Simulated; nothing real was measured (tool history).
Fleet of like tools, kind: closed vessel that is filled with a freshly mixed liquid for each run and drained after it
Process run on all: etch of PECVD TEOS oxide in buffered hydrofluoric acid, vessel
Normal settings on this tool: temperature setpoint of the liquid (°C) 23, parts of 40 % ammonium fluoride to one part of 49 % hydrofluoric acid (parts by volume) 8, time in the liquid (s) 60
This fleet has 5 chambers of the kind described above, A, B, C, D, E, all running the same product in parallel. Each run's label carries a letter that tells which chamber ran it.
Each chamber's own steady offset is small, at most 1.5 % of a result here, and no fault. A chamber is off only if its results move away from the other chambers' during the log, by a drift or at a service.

run   hour  temperature setpoint of the liquid (°C)  parts of 40 % ammonium fluoride to one part of 49 % hydrofluoric acid (parts by volume)  time in the liquid (s)  hours since the thermometer was replaced  hours since the hydrofluoric acid flow meter was replaced  read-back film thickness of the PECVD TEOS oxide reference wafer, read on the same gauge (nm)  thickness taken off the PECVD TEOS oxide on a monitor wafer (nm)
 1E    7.8                                       23                                                                                        8                      60                                     483.4                                                      810.7                                                                                         69.981                                                            140.78
 2B   16.1                                       23                                                                                        8                      60                                     405.5                                                         41                                                                                         70.024                                                            139.37
 3A   31.3                                       23                                                                                        8                      60                                    1540.4                                                     1005.3                                                                                         69.979                                                            142.48
 4C   42.1                                       23                                                                                        8                      60                                      66.6                                                      665.3                                                                                         69.975                                                            143.21
 5D   54.1                                       23                                                                                        8                      60                                     311.6                                                      404.9                                                                                         69.993                                                            141.63
 6B   66.4                                       23                                                                                        8                      60                                     455.8                                                       91.3                                                                                         69.987                                                            139.95
 7D   82.2                                       23                                                                                        8                      60                                     339.7                                                        433                                                                                         69.986                                                            141.13
 8A   90.1                                       23                                                                                        8                      60                                    1599.2                                                     1064.1                                                                                         70.017                                                            139.81
 9C  100.6                                       23                                                                                        8                      60                                     125.1                                                      723.8                                                                                         70.005                                                            142.22
10E  112.5                                       23                                                                                        8                      60                                     588.1                                                      915.4                                                                                         69.994                                                            142.31
11B  125.3                                       23                                                                                        8                      60                                     514.7                                                      150.2                                                                                         69.995                                                             142.9
12A  133.4                                       23                                                                                        8                      60                                    1642.5                                                     1107.4                                                                                         69.997                                                            141.58
13E  141.2                                       23                                                                                        8                      60                                     616.8                                                      944.1                                                                                         69.974                                                            142.59
14C  149.4                                       23                                                                                        8                      60                                     173.9                                                      772.6                                                                                             70                                                            142.77
15D  165.1                                       23                                                                                        8                      60                                     422.6                                                      515.9                                                                                         69.971                                                            142.14
16A  178.7                                     25.5                                                                                      5.5                      60                                    1687.8                                                     1152.7                                                                                          69.99                                                             232.5
17B  193.4                                     25.5                                                                                      5.5                      60                                     582.8                                                      218.3                                                                                         70.009                                                             234.3
18E  205.1                                     25.5                                                                                      5.5                      60                                     680.7                                                       1008                                                                                         70.021                                                            227.62
19D  218.4                                     25.5                                                                                      5.5                      60                                     475.9                                                      569.2                                                                                         70.011                                                            229.93
     221.7  -- chamber D: thermometer replaced
20C  230.4                                     25.5                                                                                      5.5                      60                                     254.9                                                      853.6                                                                                         69.977                                                             235.6
21D  245.4                                       23                                                                                        8                      60                                      23.7                                                      596.2                                                                                         70.001                                                            140.81
22B  255.8                                       23                                                                                        8                      60                                     645.2                                                      280.7                                                                                         69.995                                                            143.22
23E  267.9                                       23                                                                                        8                      60                                     743.5                                                     1070.8                                                                                         69.976                                                            141.57
24C  280.6                                     27.5                                                                                        8                      60                                     305.1                                                      903.8                                                                                         70.008                                                            182.24
25A  292.6                                     27.5                                                                                        8                      60                                    1801.7                                                     1266.6                                                                                         69.999                                                            179.25
26D    302                                     27.5                                                                                        8                      60                                      80.3                                                      652.8                                                                                         69.995                                                            180.88
27E  309.5                                     27.5                                                                                        8                      60                                     785.1                                                     1112.4                                                                                         69.989                                                            181.15
28B  322.6                                     27.5                                                                                        8                      60                                       712                                                      347.5                                                                                         69.974                                                            183.92
29C  332.1                                       23                                                                                        8                      60                                     356.6                                                      955.3                                                                                         70.008                                                            142.78
30A  346.2                                       23                                                                                       10                      75                                    1855.3                                                     1320.2                                                                                         70.015                                                            144.62
31E  356.4                                       23                                                                                       10                      75                                       832                                                     1159.3                                                                                         69.994                                                            145.33
32B  364.5                                       23                                                                                       10                      75                                     753.9                                                      389.4                                                                                          70.01                                                            148.24

Next, all 5 chambers run the settings below, one line each with question marks for the results. What does each chamber give?
33A  375.9                                       23                                                                                        8                      60                                                                                                                                                                                                                                                                     ?
33B  375.9                                       23                                                                                        8                      60                                                                                                                                                                                                                                                                     ?
33C  375.9                                       23                                                                                        8                      60                                                                                                                                                                                                                                                                     ?
33D  375.9                                       23                                                                                        8                      60                                                                                                                                                                                                                                                                     ?
33E  375.9                                       23                                                                                        8                      60                                                                                                                                                                                                                                                                     ?

run  thickness taken off the PECVD TEOS oxide on a monitor wafer (nm)
33A                                                            139.93
33B                                                            145.17
33C                                                            142.24
33D                                                            141.15
33E                                                            143.45

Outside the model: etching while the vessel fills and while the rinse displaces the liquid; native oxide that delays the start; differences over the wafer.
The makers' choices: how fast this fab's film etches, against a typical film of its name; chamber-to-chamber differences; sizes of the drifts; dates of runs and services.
